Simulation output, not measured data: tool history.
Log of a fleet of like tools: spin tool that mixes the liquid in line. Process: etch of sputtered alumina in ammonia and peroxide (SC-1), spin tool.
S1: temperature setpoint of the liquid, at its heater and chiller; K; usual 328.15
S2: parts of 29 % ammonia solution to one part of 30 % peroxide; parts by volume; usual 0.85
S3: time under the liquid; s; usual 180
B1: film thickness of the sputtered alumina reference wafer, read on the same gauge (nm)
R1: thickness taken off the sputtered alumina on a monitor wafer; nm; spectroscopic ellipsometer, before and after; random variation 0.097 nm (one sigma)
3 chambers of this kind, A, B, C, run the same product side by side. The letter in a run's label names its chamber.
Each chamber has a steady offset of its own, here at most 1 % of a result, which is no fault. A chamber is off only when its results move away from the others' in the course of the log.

| run | hour | S1 | S2 | S3 | B1 | R1 |
|---|---|---|---|---|---|---|
| 1B | 7.7 | 328.15 | 0.85 | 180 | 89.989 | 13.989 |
|  | 9.3 | chamber A: new drum of ammonia solution connected |
| 2A | 18.4 | 328.15 | 0.85 | 180 | 90.018 | 14.028 |
|  | 21.2 | chamber B: thermometer replaced |
| 3C | 24.2 | 328.15 | 0.85 | 180 | 89.967 | 14.092 |
| 4C | 31.4 | 328.15 | 0.85 | 180 | 89.996 | 14.128 |
| 5A | 42.6 | 328.15 | 0.85 | 75 | 89.97 | 5.9144 |
| 6B | 51.6 | 328.15 | 0.85 | 75 | 90.008 | 5.8482 |
| 7A | 60 | 328.15 | 0.85 | 75 | 89.982 | 5.879 |
| 8B | 66 | 328.15 | 0.85 | 180 | 89.979 | 14.015 |
| 9C | 76 | 328.15 | 0.85 | 180 | 90.012 | 14.056 |
| 10B | 87.2 | 328.15 | 0.85 | 180 | 89.989 | 13.985 |
| 11A | 98.2 | 328.15 | 0.85 | 180 | 90.017 | 14.178 |
| 12C | 104.9 | 328.15 | 0.85 | 180 | 90.015 | 14.126 |
| 13A | 112.1 | 328.15 | 0.85 | 180 | 89.994 | 14.217 |
| 14C | 119.9 | 328.15 | 0.85 | 180 | 89.995 | 14.117 |
| 15B | 128.9 | 328.15 | 0.85 | 180 | 89.999 | 13.832 |
| 16C | 141 | 328.15 | 0.85 | 180 | 89.998 | 14.003 |
| 17A | 151.8 | 328.15 | 0.85 | 180 | 89.995 | 14.059 |
| 18B | 160.9 | 328.15 | 1.1 | 180 | 90.003 | 14.312 |
| 19C | 170.3 | 328.15 | 1.1 | 180 | 90.02 | 14.272 |
| 20A | 176 | 328.15 | 1.1 | 180 | 89.982 | 14.472 |
| 21B | 182.7 | 328.15 | 0.85 | 180 | 89.977 | 13.861 |
| 22C | 192.1 | 328.15 | 0.85 | 180 | 90.006 | 13.894 |
| 23B | 203.9 | 328.15 | 0.85 | 180 | 89.992 | 13.81 |
| 24A | 209.6 | 328.15 | 0.85 | 180 | 89.973 | 14.217 |
| 25C | 218.1 | 328.15 | 0.85 | 180 | 90.011 | 13.905 |
| 26B | 225.1 | 328.15 | 0.85 | 180 | 90.008 | 13.95 |
| 27A | 233.4 | 328.15 | 0.85 | 180 | 90.011 | 14.15 |
| 28A | 240.8 | 328.15 | 0.85 | 180 | 90.006 | 14.201 |
| 29C | 253 | 328.15 | 0.85 | 180 | 90 | 14.173 |
| 30B | 265.3 | 328.15 | 0.85 | 180 | 90 | 13.901 |
| 31A | 275.9 | 328.15 | 0.85 | 180 | 90.006 | 14.153 |
| 32C | 281.6 | 328.15 | 0.85 | 180 | 90.017 | 14.174 |

All 3 chambers run these settings next. Forecast each chamber's results:
| 33A | 290.6 | 328.15 | 0.85 | 180 |  | ? |
| 33B | 290.6 | 328.15 | 0.85 | 180 |  | ? |
| 33C | 290.6 | 328.15 | 0.85 | 180 |  | ? |

| run | R1 |
|---|---|
| 33A | 14.283 |
| 33B | 14.029 |
| 33C | 13.993 |
